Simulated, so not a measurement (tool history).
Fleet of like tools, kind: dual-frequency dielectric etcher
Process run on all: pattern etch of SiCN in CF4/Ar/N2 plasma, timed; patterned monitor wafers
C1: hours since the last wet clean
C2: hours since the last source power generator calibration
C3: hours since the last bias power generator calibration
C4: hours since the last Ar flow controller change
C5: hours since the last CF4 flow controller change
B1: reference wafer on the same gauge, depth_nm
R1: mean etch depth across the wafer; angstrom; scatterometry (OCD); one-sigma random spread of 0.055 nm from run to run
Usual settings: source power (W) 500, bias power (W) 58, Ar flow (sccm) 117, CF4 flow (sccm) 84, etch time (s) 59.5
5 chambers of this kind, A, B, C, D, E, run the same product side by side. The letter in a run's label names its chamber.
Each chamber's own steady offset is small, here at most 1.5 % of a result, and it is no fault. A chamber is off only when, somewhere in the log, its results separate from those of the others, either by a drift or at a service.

{"run": "1D", "hour": 13.0, "source power (W)": 500, "bias power (W)": 58, "Ar flow (sccm)": 117, "CF4 flow (sccm)": 84, "etch time (s)": 59.5, "C1": 54.6, "C2": 2918.5, "C3": 1310.4, "C4": 2247.0, "C5": 5473.5, "B1": 44.592, "R1": 521.07}
{"run": "2A", "hour": 24.7, "source power (W)": 500, "bias power (W)": 58, "Ar flow (sccm)": 117, "CF4 flow (sccm)": 84, "etch time (s)": 59.5, "C1": 289.6, "C2": 3719.5, "C3": 2335.9, "C4": 301.4, "C5": 4829.9, "B1": 44.583, "R1": 525.73}
{"run": "3C", "hour": 30.8, "source power (W)": 500, "bias power (W)": 58, "Ar flow (sccm)": 117, "CF4 flow (sccm)": 84, "etch time (s)": 59.5, "C1": 177.9, "C2": 1467.3, "C3": 1396.6, "C4": 263.1, "C5": 2280.9, "B1": 44.586, "R1": 524.19}
{"run": "4E", "hour": 41.4, "source power (W)": 500, "bias power (W)": 58, "Ar flow (sccm)": 117, "CF4 flow (sccm)": 84, "etch time (s)": 59.5, "C1": 132.4, "C2": 1130.0, "C3": 2205.5, "C4": 4362.2, "C5": 908.6, "B1": 44.574, "R1": 518.81}
{"run": "5B", "hour": 53.9, "source power (W)": 500, "bias power (W)": 58, "Ar flow (sccm)": 117, "CF4 flow (sccm)": 84, "etch time (s)": 59.5, "C1": 193.6, "C2": 1886.5, "C3": 336.3, "C4": 996.2, "C5": 648.3, "B1": 44.581, "R1": 523.82}
{"run": "6B", "hour": 67.6, "source power (W)": 580, "bias power (W)": 58, "Ar flow (sccm)": 117, "CF4 flow (sccm)": 84, "etch time (s)": 59.5, "C1": 207.3, "C2": 1900.2, "C3": 350.0, "C4": 1009.9, "C5": 662.0, "B1": 44.56, "R1": 599.58}
{"run": "7C", "hour": 75.2, "source power (W)": 580, "bias power (W)": 58, "Ar flow (sccm)": 117, "CF4 flow (sccm)": 84, "etch time (s)": 59.5, "C1": 222.3, "C2": 1511.7, "C3": 1441.0, "C4": 307.5, "C5": 2325.3, "B1": 44.57, "R1": 598.31}
{"hour": 83.8, "done": "chamber E: Ar flow controller replaced"}
{"run": "8D", "hour": 86.5, "source power (W)": 580, "bias power (W)": 58, "Ar flow (sccm)": 117, "CF4 flow (sccm)": 84, "etch time (s)": 59.5, "C1": 128.1, "C2": 2992.0, "C3": 1383.9, "C4": 2320.5, "C5": 5547.0, "B1": 44.552, "R1": 591.96}
{"run": "9A", "hour": 96.5, "source power (W)": 580, "bias power (W)": 58, "Ar flow (sccm)": 117, "CF4 flow (sccm)": 84, "etch time (s)": 59.5, "C1": 361.4, "C2": 3791.3, "C3": 2407.7, "C4": 373.2, "C5": 4901.7, "B1": 44.53, "R1": 596.98}
{"run": "10E", "hour": 103.1, "source power (W)": 580, "bias power (W)": 58, "Ar flow (sccm)": 117, "CF4 flow (sccm)": 84, "etch time (s)": 59.5, "C1": 194.1, "C2": 1191.7, "C3": 2267.2, "C4": 19.4, "C5": 970.3, "B1": 44.549, "R1": 589.7}
{"run": "11B", "hour": 117.1, "source power (W)": 500, "bias power (W)": 58, "Ar flow (sccm)": 117, "CF4 flow (sccm)": 84, "etch time (s)": 59.5, "C1": 256.8, "C2": 1949.7, "C3": 399.5, "C4": 1059.4, "C5": 711.5, "B1": 44.526, "R1": 523.89}
{"run": "12C", "hour": 131.2, "source power (W)": 500, "bias power (W)": 58, "Ar flow (sccm)": 117, "CF4 flow (sccm)": 84, "etch time (s)": 59.5, "C1": 278.3, "C2": 1567.7, "C3": 1497.0, "C4": 363.5, "C5": 2381.3, "B1": 44.536, "R1": 524.81}
{"run": "13A", "hour": 137.6, "source power (W)": 500, "bias power (W)": 58, "Ar flow (sccm)": 117, "CF4 flow (sccm)": 84, "etch time (s)": 59.5, "C1": 402.5, "C2": 3832.4, "C3": 2448.8, "C4": 414.3, "C5": 4942.8, "B1": 44.526, "R1": 525.63}
{"run": "14E", "hour": 148.4, "source power (W)": 500, "bias power (W)": 58, "Ar flow (sccm)": 117, "CF4 flow (sccm)": 84, "etch time (s)": 59.5, "C1": 239.4, "C2": 1237.0, "C3": 2312.5, "C4": 64.7, "C5": 1015.6, "B1": 44.52, "R1": 517.86}
{"run": "15D", "hour": 159.7, "source power (W)": 500, "bias power (W)": 58, "Ar flow (sccm)": 117, "CF4 flow (sccm)": 84, "etch time (s)": 59.5, "C1": 201.3, "C2": 3065.2, "C3": 1457.1, "C4": 2393.7, "C5": 5620.2, "B1": 44.509, "R1": 518.51}
{"run": "16E", "hour": 171.7, "source power (W)": 500, "bias power (W)": 58, "Ar flow (sccm)": 117, "CF4 flow (sccm)": 84, "etch time (s)": 59.5, "C1": 262.7, "C2": 1260.3, "C3": 2335.8, "C4": 88.0, "C5": 1038.9, "B1": 44.504, "R1": 517.84}
{"run": "17B", "hour": 179.4, "source power (W)": 500, "bias power (W)": 58, "Ar flow (sccm)": 117, "CF4 flow (sccm)": 84, "etch time (s)": 59.5, "C1": 319.1, "C2": 2012.0, "C3": 461.8, "C4": 1121.7, "C5": 773.8, "B1": 44.507, "R1": 524.01}
{"run": "18C", "hour": 189.4, "source power (W)": 500, "bias power (W)": 58, "Ar flow (sccm)": 117, "CF4 flow (sccm)": 84, "etch time (s)": 59.5, "C1": 336.5, "C2": 1625.9, "C3": 1555.2, "C4": 421.7, "C5": 2439.5, "B1": 44.498, "R1": 523.65}
{"run": "19D", "hour": 196.8, "source power (W)": 560, "bias power (W)": 58, "Ar flow (sccm)": 117, "CF4 flow (sccm)": 84, "etch time (s)": 72.5, "C1": 238.4, "C2": 3102.3, "C3": 1494.2, "C4": 2430.8, "C5": 5657.3, "B1": 44.498, "R1": 700.05}
{"run": "20A", "hour": 204.3, "source power (W)": 560, "bias power (W)": 58, "Ar flow (sccm)": 117, "CF4 flow (sccm)": 84, "etch time (s)": 72.5, "C1": 469.2, "C2": 3899.1, "C3": 2515.5, "C4": 481.0, "C5": 5009.5, "B1": 44.484, "R1": 706.61}
{"hour": 215.5, "done": "chamber A: wet clean of the chamber"}
{"run": "21D", "hour": 216.0, "source power (W)": 560, "bias power (W)": 58, "Ar flow (sccm)": 117, "CF4 flow (sccm)": 84, "etch time (s)": 72.5, "C1": 257.6, "C2": 3121.5, "C3": 1513.4, "C4": 2450.0, "C5": 5676.5, "B1": 44.481, "R1": 699.52}
{"hour": 223.4, "done": "chamber A: CF4 flow controller replaced"}
{"run": "22B", "hour": 228.9, "source power (W)": 560, "bias power (W)": 58, "Ar flow (sccm)": 117, "CF4 flow (sccm)": 84, "etch time (s)": 72.5, "C1": 368.6, "C2": 2061.5, "C3": 511.3, "C4": 1171.2, "C5": 823.3, "B1": 44.471, "R1": 705.8}
{"run": "23A", "hour": 238.4, "source power (W)": 560, "bias power (W)": 58, "Ar flow (sccm)": 117, "CF4 flow (sccm)": 84, "etch time (s)": 72.5, "C1": 22.9, "C2": 3933.2, "C3": 2549.6, "C4": 515.1, "C5": 15.1, "B1": 44.479, "R1": 705.75}
{"run": "24C", "hour": 244.9, "source power (W)": 500, "bias power (W)": 58, "Ar flow (sccm)": 117, "CF4 flow (sccm)": 84, "etch time (s)": 59.5, "C1": 392.0, "C2": 1681.4, "C3": 1610.7, "C4": 477.2, "C5": 2495.0, "B1": 44.45, "R1": 523.22}
{"run": "25E", "hour": 255.7, "source power (W)": 500, "bias power (W)": 58, "Ar flow (sccm)": 117, "CF4 flow (sccm)": 73, "etch time (s)": 59.5, "C1": 346.7, "C2": 1344.3, "C3": 2419.8, "C4": 172.0, "C5": 1122.9, "B1": 44.466, "R1": 505.12}
{"run": "26A", "hour": 262.8, "source power (W)": 500, "bias power (W)": 58, "Ar flow (sccm)": 117, "CF4 flow (sccm)": 73, "etch time (s)": 59.5, "C1": 47.3, "C2": 3957.6, "C3": 2574.0, "C4": 539.5, "C5": 39.5, "B1": 44.463, "R1": 511.74}
{"run": "27D", "hour": 269.3, "source power (W)": 500, "bias power (W)": 58, "Ar flow (sccm)": 117, "CF4 flow (sccm)": 73, "etch time (s)": 59.5, "C1": 310.9, "C2": 3174.8, "C3": 1566.7, "C4": 2503.3, "C5": 5729.8, "B1": 44.458, "R1": 506.83}
{"hour": 272.8, "done": "chamber D: CF4 flow controller replaced"}
{"hour": 281.5, "done": "chamber B: wet clean of the chamber"}
{"run": "28B", "hour": 282.8, "source power (W)": 500, "bias power (W)": 58, "Ar flow (sccm)": 117, "CF4 flow (sccm)": 73, "etch time (s)": 59.5, "C1": 1.3, "C2": 2115.4, "C3": 565.2, "C4": 1225.1, "C5": 877.2, "B1": 44.438, "R1": 511.41}
{"run": "29C", "hour": 293.6, "source power (W)": 500, "bias power (W)": 58, "Ar flow (sccm)": 117, "CF4 flow (sccm)": 73, "etch time (s)": 59.5, "C1": 440.7, "C2": 1730.1, "C3": 1659.4, "C4": 525.9, "C5": 2543.7, "B1": 44.447, "R1": 511.63}
{"run": "30E", "hour": 305.2, "source power (W)": 500, "bias power (W)": 58, "Ar flow (sccm)": 117, "CF4 flow (sccm)": 84, "etch time (s)": 59.5, "C1": 396.2, "C2": 1393.8, "C3": 2469.3, "C4": 221.5, "C5": 1172.4, "B1": 44.426, "R1": 517.87}
{"run": "31B", "hour": 318.9, "source power (W)": 380, "bias power (W)": 46, "Ar flow (sccm)": 117, "CF4 flow (sccm)": 84, "etch time (s)": 59.5, "C1": 37.4, "C2": 2151.5, "C3": 601.3, "C4": 1261.2, "C5": 913.3, "B1": 44.431, "R1": 378.16}
{"run": "32A", "hour": 328.4, "source power (W)": 380, "bias power (W)": 46, "Ar flow (sccm)": 117, "CF4 flow (sccm)": 84, "etch time (s)": 59.5, "C1": 112.9, "C2": 4023.2, "C3": 2639.6, "C4": 605.1, "C5": 105.1, "B1": 44.433, "R1": 382.88}
{"run": "33C", "hour": 335.0, "source power (W)": 380, "bias power (W)": 46, "Ar flow (sccm)": 117, "CF4 flow (sccm)": 84, "etch time (s)": 59.5, "C1": 482.1, "C2": 1771.5, "C3": 1700.8, "C4": 567.3, "C5": 2585.1, "B1": 44.414, "R1": 379.77}
{"run": "34D", "hour": 341.1, "source power (W)": 380, "bias power (W)": 46, "Ar flow (sccm)": 117, "CF4 flow (sccm)": 84, "etch time (s)": 59.5, "C1": 382.7, "C2": 3246.6, "C3": 1638.5, "C4": 2575.1, "C5": 68.3, "B1": 44.411, "R1": 377.98}

One chamber off, gauge drift, or nothing amiss beyond the chambers' own small offsets? If it is a chamber, which one, and what is the likeliest cause?

It is the gauge, not a chamber: its drift shows up in every chamber's results at once, and no chamber is off.
Cause: gauge reads low (%) = 0.434.
